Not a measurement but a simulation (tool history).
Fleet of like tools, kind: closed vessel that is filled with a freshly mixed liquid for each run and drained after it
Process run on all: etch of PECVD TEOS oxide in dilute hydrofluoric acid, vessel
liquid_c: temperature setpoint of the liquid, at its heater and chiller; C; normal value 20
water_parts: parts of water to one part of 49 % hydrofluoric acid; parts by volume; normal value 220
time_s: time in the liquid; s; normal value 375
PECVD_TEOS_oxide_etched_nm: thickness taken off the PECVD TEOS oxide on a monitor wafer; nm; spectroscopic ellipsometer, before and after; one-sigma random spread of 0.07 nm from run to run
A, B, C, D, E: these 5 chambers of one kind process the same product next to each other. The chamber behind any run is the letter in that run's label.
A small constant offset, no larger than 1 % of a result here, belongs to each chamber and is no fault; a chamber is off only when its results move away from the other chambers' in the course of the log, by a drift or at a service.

| run | day | liquid_c | water_parts | time_s | read-back film thickness of the PECVD TEOS oxide reference wafer, read on the same gauge (nm) | PECVD_TEOS_oxide_etched_nm |
|---|---|---|---|---|---|---|
| 1D | 0.225 | 20 | 220 | 375 | 119.99 | 12.4140 |
| 2E | 0.433 | 20 | 220 | 375 | 120.02 | 12.5100 |
| 3B | 0.658 | 20 | 220 | 375 | 120.04 | 12.6610 |
| 4C | 0.933 | 20 | 220 | 375 | 119.99 | 12.5790 |
| 5A | 1.304 | 20 | 220 | 375 | 120.01 | 12.5940 |
| 6D | 1.696 | 20 | 220 | 375 | 119.99 | 12.4180 |
| 7A | 1.925 | 20 | 220 | 375 | 119.99 | 12.5130 |
| 8C | 2.125 | 20 | 220 | 265 | 120.01 | 8.9352 |
| 9E | 2.517 | 20 | 220 | 265 | 119.97 | 8.8697 |
| 10B | 2.742 | 20 | 220 | 265 | 120.01 | 8.9677 |
| 11B | 2.983 | 20 | 220 | 265 | 119.98 | 8.8785 |
| 12A | 3.275 | 20 | 220 | 265 | 120.00 | 8.8644 |
| 13D | 3.642 | 20 | 220 | 375 | 120.01 | 12.1560 |
| 14C | 3.996 | 20 | 220 | 375 | 119.99 | 12.5190 |
| 15E | 4.417 | 20 | 220 | 375 | 119.98 | 12.5650 |
| 16E | 4.708 | 20 | 220 | 375 | 120.00 | 12.6520 |
| 17B | 5.050 | 20 | 220 | 375 | 120.02 | 12.6940 |
| 18A | 5.292 | 20 | 220 | 375 | 120.00 | 12.5240 |
| 19D | 5.533 | 20 | 220 | 375 | 120.04 | 11.9660 |
| 20C | 5.821 | 20 | 220 | 375 | 120.01 | 12.5370 |
| 21B | 6.250 | 20 | 220 | 375 | 119.97 | 12.5600 |
| 22C | 6.579 | 20 | 220 | 375 | 120.00 | 12.5700 |
| 23E | 7.008 | 20 | 220 | 375 | 120.02 | 12.4430 |
| 24A | 7.304 | 20 | 220 | 375 | 119.99 | 12.4630 |
| 25D | 7.558 | 20 | 220 | 375 | 120.01 | 11.8020 |
| 26C | 7.796 | 20 | 220 | 375 | 120.03 | 12.5080 |
| 27B | 8.054 | 20 | 220 | 375 | 119.99 | 12.4880 |
| 28A | 8.296 | 20 | 220 | 375 | 119.97 | 12.5770 |
| 29E | 8.679 | 20 | 220 | 375 | 120.01 | 12.5370 |
| 30D | 9.029 | 20 | 220 | 280 | 120.03 | 8.6974 |

Next, all 5 chambers run the settings below, one line each with question marks for the results. What does each chamber give?
| 31A | 9.350 | 20 | 255 | 375 |  | ? |
| 31B | 9.350 | 20 | 255 | 375 |  | ? |
| 31C | 9.350 | 20 | 255 | 375 |  | ? |
| 31D | 9.350 | 20 | 255 | 375 |  | ? |
| 31E | 9.350 | 20 | 255 | 375 |  | ? |

| run | PECVD_TEOS_oxide_etched_nm |
|---|---|
| 31A | 10.5010 |
| 31B | 10.5000 |
| 31C | 10.4960 |
| 31D | 9.5537 |
| 31E | 10.5090 |

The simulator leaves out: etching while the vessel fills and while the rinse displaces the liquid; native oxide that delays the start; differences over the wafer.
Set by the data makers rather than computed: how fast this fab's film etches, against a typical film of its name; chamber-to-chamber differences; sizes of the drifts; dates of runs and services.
